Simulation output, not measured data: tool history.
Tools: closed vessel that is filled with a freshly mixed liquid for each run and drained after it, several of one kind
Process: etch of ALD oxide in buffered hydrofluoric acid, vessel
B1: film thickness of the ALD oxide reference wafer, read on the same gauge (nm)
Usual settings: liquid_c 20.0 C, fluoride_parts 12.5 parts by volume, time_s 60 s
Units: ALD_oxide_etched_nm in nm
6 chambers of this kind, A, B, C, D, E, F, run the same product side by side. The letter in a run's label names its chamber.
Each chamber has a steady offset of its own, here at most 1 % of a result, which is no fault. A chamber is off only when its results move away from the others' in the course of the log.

Run 1D, hour 6.9: usual settings; B1 150.02. Result: ALD_oxide_etched_nm 57.267 nm.
Run 2B, hour 16.5: usual settings; B1 150.01. Result: ALD_oxide_etched_nm 57.058 nm.
Run 3C, hour 25.3: usual settings; B1 150.00. Result: ALD_oxide_etched_nm 56.457 nm.
Run 4E, hour 32.3: usual settings; B1 150.01. Result: ALD_oxide_etched_nm 56.876 nm.
At hour 41.2: chamber C: thermometer replaced.
Run 5A, hour 44.0: usual settings but liquid_c 23.5 C, time_s 85 s; B1 150.00. Result: ALD_oxide_etched_nm 99.368 nm.
Run 6F, hour 55.5: usual settings but liquid_c 23.5 C, time_s 85 s; B1 150.01. Result: ALD_oxide_etched_nm 98.646 nm.
Run 7E, hour 64.8: usual settings but liquid_c 23.5 C, time_s 85 s; B1 150.02. Result: ALD_oxide_etched_nm 98.153 nm.
Run 8F, hour 74.4: usual settings but liquid_c 23.5 C, time_s 85 s; B1 149.98. Result: ALD_oxide_etched_nm 97.848 nm.
Run 9C, hour 82.6: usual settings but liquid_c 23.5 C, time_s 85 s; B1 150.00. Result: ALD_oxide_etched_nm 97.567 nm.
Run 10D, hour 89.5: usual settings but liquid_c 23.5 C, time_s 85 s; B1 149.99. Result: ALD_oxide_etched_nm 98.209 nm.
Run 11A, hour 94.8: usual settings; B1 150.04. Result: ALD_oxide_etched_nm 57.434 nm.
Run 12B, hour 101.8: usual settings; B1 149.97. Result: ALD_oxide_etched_nm 58.168 nm.
Run 13B, hour 107.9: usual settings; B1 150.02. Result: ALD_oxide_etched_nm 57.454 nm.
Run 14E, hour 116.1: usual settings; B1 150.03. Result: ALD_oxide_etched_nm 57.744 nm.
Run 15F, hour 124.8: usual settings; B1 150.01. Result: ALD_oxide_etched_nm 56.985 nm.
At hour 125.2: chamber D: thermometer replaced.
Run 16A, hour 136.8: usual settings; B1 150.01. Result: ALD_oxide_etched_nm 57.488 nm.
Run 17D, hour 147.5: usual settings; B1 150.02. Result: ALD_oxide_etched_nm 56.648 nm.
Run 18C, hour 156.4: usual settings; B1 150.00. Result: ALD_oxide_etched_nm 57.115 nm.
Run 19D, hour 162.4: usual settings; B1 149.96. Result: ALD_oxide_etched_nm 57.325 nm.
Run 20C, hour 172.5: usual settings but liquid_c 23.5 C; B1 150.00. Result: ALD_oxide_etched_nm 69.124 nm.
Run 21A, hour 178.5: usual settings but liquid_c 23.5 C; B1 149.98. Result: ALD_oxide_etched_nm 69.847 nm.
Run 22E, hour 186.4: usual settings but liquid_c 23.5 C; B1 149.98. Result: ALD_oxide_etched_nm 70.760 nm.
At hour 192.9: chamber F: thermometer replaced.
Run 23F, hour 196.3: usual settings but liquid_c 23.5 C; B1 150.00. Result: ALD_oxide_etched_nm 69.480 nm.
Run 24B, hour 207.1: usual settings but liquid_c 23.5 C; B1 150.06. Result: ALD_oxide_etched_nm 69.530 nm.
Run 25E, hour 217.1: usual settings but liquid_c 23.5 C; B1 150.00. Result: ALD_oxide_etched_nm 70.932 nm.
Run 26C, hour 227.0: usual settings; B1 149.99. Result: ALD_oxide_etched_nm 56.895 nm.
Run 27A, hour 233.3: usual settings; B1 150.02. Result: ALD_oxide_etched_nm 57.851 nm.
Run 28F, hour 243.7: usual settings; B1 149.99. Result: ALD_oxide_etched_nm 56.971 nm.
At hour 243.9: chamber D: hydrofluoric acid flow meter replaced.
At hour 246.2: chamber B: hydrofluoric acid flow meter replaced.
Run 29D, hour 253.6: usual settings; B1 150.02. Result: ALD_oxide_etched_nm 57.666 nm.
Run 30B, hour 262.8: usual settings; B1 149.99. Result: ALD_oxide_etched_nm 57.824 nm.
Run 31C, hour 274.2: usual settings but time_s 40 s; B1 149.99. Result: ALD_oxide_etched_nm 37.803 nm.
Run 32D, hour 281.6: usual settings but time_s 40 s; B1 150.00. Result: ALD_oxide_etched_nm 38.417 nm.
Run 33A, hour 293.0: usual settings but time_s 40 s; B1 150.02. Result: ALD_oxide_etched_nm 38.289 nm.
Run 34B, hour 301.9: usual settings but time_s 40 s; B1 150.04. Result: ALD_oxide_etched_nm 38.790 nm.
Run 35F, hour 311.6: usual settings but time_s 40 s; B1 149.98. Result: ALD_oxide_etched_nm 38.237 nm.
Run 36E, hour 318.1: usual settings but time_s 40 s; B1 149.96. Result: ALD_oxide_etched_nm 38.337 nm.
Run 37F, hour 323.9: usual settings; B1 149.97. Result: ALD_oxide_etched_nm 57.331 nm.

What goes on in this fleet: one chamber off, a drifting gauge, or nothing beyond the chambers' own small offsets? Name the chamber and the cause, if any.

No chamber stands off beyond its own small offset, and the gauge holds steady.

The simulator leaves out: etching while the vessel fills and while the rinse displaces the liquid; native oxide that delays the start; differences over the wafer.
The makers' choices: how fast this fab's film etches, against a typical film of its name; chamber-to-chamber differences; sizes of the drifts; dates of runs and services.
